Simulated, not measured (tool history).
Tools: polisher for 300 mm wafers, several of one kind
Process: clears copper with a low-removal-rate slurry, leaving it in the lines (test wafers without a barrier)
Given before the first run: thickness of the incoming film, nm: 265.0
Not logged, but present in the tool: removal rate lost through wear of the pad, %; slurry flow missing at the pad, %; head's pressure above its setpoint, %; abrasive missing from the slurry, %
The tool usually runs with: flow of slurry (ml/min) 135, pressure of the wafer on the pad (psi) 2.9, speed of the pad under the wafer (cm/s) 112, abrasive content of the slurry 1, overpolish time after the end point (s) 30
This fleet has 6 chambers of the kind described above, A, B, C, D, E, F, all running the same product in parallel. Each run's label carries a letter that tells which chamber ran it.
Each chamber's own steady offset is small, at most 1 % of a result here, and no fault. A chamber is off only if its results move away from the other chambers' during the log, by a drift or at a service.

| run | hour | flow of slurry (ml/min) | pressure of the wafer on the pad (psi) | speed of the pad under the wafer (cm/s) | abrasive content of the slurry | overpolish time after the end point (s) | wafers polished on this pad | hours since the slurry nozzle was cleaned | hours since the head pressure was calibrated | hours since the slurry blender was calibrated | time until the end point was called (s) | dishing of a wide line in a test structure (nm) |
|---|---|---|---|---|---|---|---|---|---|---|---|---|
| 1D | 3.7 | 135 | 2.9 | 112 | 1 | 30 | 208 | 338.7 | 137.4 | 223.7 | 74.842 | 63.364 |
| 2F | 7.8 | 135 | 2.9 | 112 | 1 | 30 | 453 | 290.4 | 613.3 | 121.7 | 74.316 | 61.350 |
| 3A | 10.0 | 135 | 2.9 | 112 | 1 | 30 | 395 | 242.2 | 858.9 | 285.3 | 74.523 | 61.746 |
|  | 13.6 | chamber E: worn pad replaced by a new one |
| 4E | 14.2 | 135 | 2.9 | 112 | 1 | 30 | 8 | 245.7 | 520.8 | 201.0 | 73.155 | 63.150 |
| 5B | 18.1 | 135 | 2.9 | 112 | 1 | 30 | 510 | 649.5 | 280.5 | 78.6 | 74.803 | 62.355 |
| 6C | 21.9 | 135 | 2.9 | 112 | 1 | 30 | 1078 | 202.4 | 372.3 | 58.6 | 73.626 | 61.001 |
|  | 25.4 | chamber F: worn pad replaced by a new one |
|  | 25.8 | chamber E: slurry blender recalibrated |
| 7B | 26.0 | 135 | 2.9 | 112 | 1 | 30 | 607 | 657.4 | 288.4 | 86.5 | 73.304 | 62.813 |
| 8A | 28.6 | 135 | 2.9 | 112 | 1 | 30 | 623 | 260.8 | 877.5 | 303.9 | 73.980 | 61.602 |
| 9D | 31.7 | 135 | 2.9 | 112 | 1 | 30 | 551 | 366.7 | 165.4 | 251.7 | 75.135 | 62.875 |
| 10F | 35.1 | 135 | 2.9 | 112 | 1 | 30 | 119 | 317.7 | 640.6 | 149.0 | 75.405 | 61.165 |
| 11E | 37.3 | 135 | 2.9 | 112 | 1 | 30 | 291 | 268.8 | 543.9 | 11.5 | 73.089 | 63.904 |
|  | 41.2 | chamber F: slurry blender recalibrated |
| 12C | 41.2 | 135 | 2.9 | 112 | 1 | 30 | 1314 | 221.7 | 391.6 | 77.9 | 76.141 | 62.097 |
| 13C | 44.2 | 135 | 2.3 | 112 | 1 | 30 | 1351 | 224.7 | 394.6 | 80.9 | 96.046 | 50.185 |
| 14B | 48.2 | 135 | 2.3 | 112 | 1 | 30 | 879 | 679.6 | 310.6 | 108.7 | 90.633 | 50.512 |
| 15A | 51.0 | 135 | 2.3 | 112 | 1 | 30 | 897 | 283.2 | 899.9 | 326.3 | 93.563 | 50.578 |
|  | 51.3 | chamber A: worn pad replaced by a new one |
| 16D | 54.4 | 135 | 2.3 | 112 | 1 | 30 | 830 | 389.4 | 188.1 | 274.4 | 93.134 | 51.095 |
| 17F | 57.2 | 135 | 2.3 | 112 | 1 | 30 | 390 | 339.8 | 662.7 | 16.1 | 92.158 | 51.371 |
| 18E | 61.1 | 135 | 2.3 | 112 | 1 | 30 | 582 | 292.6 | 567.7 | 35.3 | 93.599 | 51.339 |
| 19E | 65.4 | 135 | 2.9 | 112 | 1 | 30 | 635 | 296.9 | 572.0 | 39.6 | 72.963 | 63.113 |
| 20F | 68.7 | 150 | 3.5 | 112 | 1 | 30 | 531 | 351.3 | 674.2 | 27.6 | 61.627 | 73.370 |
|  | 70.5 | chamber B: worn pad replaced by a new one |
| 21C | 72.9 | 150 | 3.5 | 112 | 1 | 30 | 1703 | 253.4 | 423.3 | 109.6 | 62.194 | 72.083 |
|  | 76.4 | chamber F: worn pad replaced by a new one |
| 22B | 77.0 | 150 | 3.5 | 112 | 1 | 30 | 80 | 708.4 | 339.4 | 137.5 | 59.651 | 74.022 |
| 23D | 80.6 | 150 | 3.5 | 112 | 1 | 30 | 1151 | 415.6 | 214.3 | 300.6 | 60.116 | 73.524 |
|  | 82.7 | chamber A: slurry nozzle cleaned |
| 24A | 83.3 | 150 | 3.5 | 112 | 1 | 30 | 393 | 0.6 | 932.2 | 358.6 | 61.285 | 73.248 |
| 25D | 85.5 | 150 | 3.5 | 112 | 1 | 30 | 1211 | 420.5 | 219.2 | 305.5 | 61.819 | 73.173 |
|  | 86.5 | chamber E: worn pad replaced by a new one |
| 26F | 89.1 | 135 | 2.9 | 112 | 1 | 30 | 155 | 371.7 | 694.6 | 48.0 | 75.188 | 62.171 |
| 27A | 93.2 | 135 | 2.9 | 112 | 1 | 30 | 514 | 10.5 | 942.1 | 368.5 | 73.990 | 62.340 |
| 28C | 96.5 | 135 | 2.9 | 112 | 1 | 30 | 1992 | 277.0 | 446.9 | 133.2 | 82.013 | 59.184 |
|  | 97.0 | chamber D: worn pad replaced by a new one |
| 29B | 100.1 | 135 | 2.9 | 112 | 1 | 30 | 363 | 731.5 | 362.5 | 160.6 | 75.297 | 61.190 |
| 30E | 103.5 | 135 | 2.9 | 112 | 1 | 30 | 209 | 335.0 | 610.1 | 77.7 | 73.452 | 62.221 |
| 31B | 106.8 | 135 | 2.9 | 112 | 1 | 30 | 445 | 738.2 | 369.2 | 167.3 | 75.387 | 62.745 |
| 32E | 108.8 | 135 | 2.9 | 112 | 1 | 30 | 274 | 340.3 | 615.4 | 83.0 | 74.972 | 62.919 |
| 33F | 111.8 | 135 | 3.7 | 112 | 1 | 30 | 434 | 394.4 | 717.3 | 70.7 | 58.621 | 77.088 |
| 34D | 115.3 | 135 | 3.7 | 112 | 1 | 30 | 225 | 450.3 | 249.0 | 335.3 | 58.635 | 76.814 |
|  | 118.0 | chamber D: slurry blender recalibrated |
| 35C | 119.4 | 135 | 3.7 | 112 | 1 | 30 | 2273 | 299.9 | 469.8 | 156.1 | 63.478 | 72.686 |
| 36A | 122.4 | 135 | 3.7 | 112 | 1 | 30 | 872 | 39.7 | 971.3 | 397.7 | 59.317 | 74.985 |
|  | 124.2 | chamber F: worn pad replaced by a new one |
| 37D | 125.5 | 135 | 3.7 | 112 | 1 | 30 | 350 | 460.5 | 259.2 | 7.6 | 56.729 | 77.413 |
| 38E | 128.2 | 135 | 3.7 | 112 | 1 | 30 | 511 | 359.7 | 634.8 | 102.4 | 57.251 | 77.714 |
| 39F | 130.3 | 135 | 2.9 | 112 | 1 | 30 | 75 | 412.9 | 735.8 | 89.2 | 74.137 | 60.920 |
| 40C | 133.3 | 135 | 2.9 | 112 | 1 | 30 | 2443 | 313.8 | 483.7 | 170.0 | 82.007 | 58.119 |
| 41A | 135.6 | 135 | 2.9 | 84 | 1 | 24 | 1033 | 52.9 | 984.5 | 410.9 | 97.808 | 43.107 |
|  | 135.8 | chamber B: slurry nozzle cleaned |
| 42B | 139.1 | 135 | 2.9 | 84 | 1 | 24 | 841 | 3.3 | 401.5 | 199.6 | 103.160 | 42.334 |
| 43A | 141.3 | 135 | 2.9 | 84 | 1 | 24 | 1103 | 58.6 | 990.2 | 416.6 | 96.040 | 42.391 |

One chamber off, gauge drift, or nothing amiss beyond the chambers' own small offsets? If it is a chamber, which one, and what is the likeliest cause?

It is chamber C that slowly wanders off from its peers.
Likeliest cause: removal rate lost through wear of the pad, % = 11.4.
The log may not separate it from: slurry flow missing at the pad, %; head's pressure below its setpoint, %.

Which of the 4 candidates below, each the usual settings with something changed and its results left as question marks, puts chamber C back in line with what the other chambers give on the usual settings?
In-line tolerance around the mean of the other chambers on the usual settings: time until the end point was called (s) 4.500; dishing of a wide line in a test structure (nm) 2.600
| 44C-1 | 144.4 | 135 | 2.6 | 100 | 1 | 31 |  |  |  |  | ? | ? |
| 44C-2 | 144.4 | 135 | 2.8 | 106 | 1 | 30 |  |  |  |  | ? | ? |
| 44C-3 | 144.4 | 135 | 3.1 | 118 | 1 | 30 |  |  |  |  | ? | ? |
| 44C-4 | 144.4 | 140 | 3.2 | 124 | 1 | 30 |  |  |  |  | ? | ? |

Mean of the other chambers on the usual settings: time until the end point was called (s) 74.558; dishing of a wide line in a test structure (nm) 62.311
| run | time until the end point was called (s) | dishing of a wide line in a test structure (nm) |
|---|---|---|
| 44C-1 | 105.730 | 48.876 |
| 44C-2 | 92.434 | 53.240 |
| 44C-3 | 74.783 | 62.956 |
| 44C-4 | 68.401 | 67.310 |
44C-3 puts the chamber back in line with the other chambers.
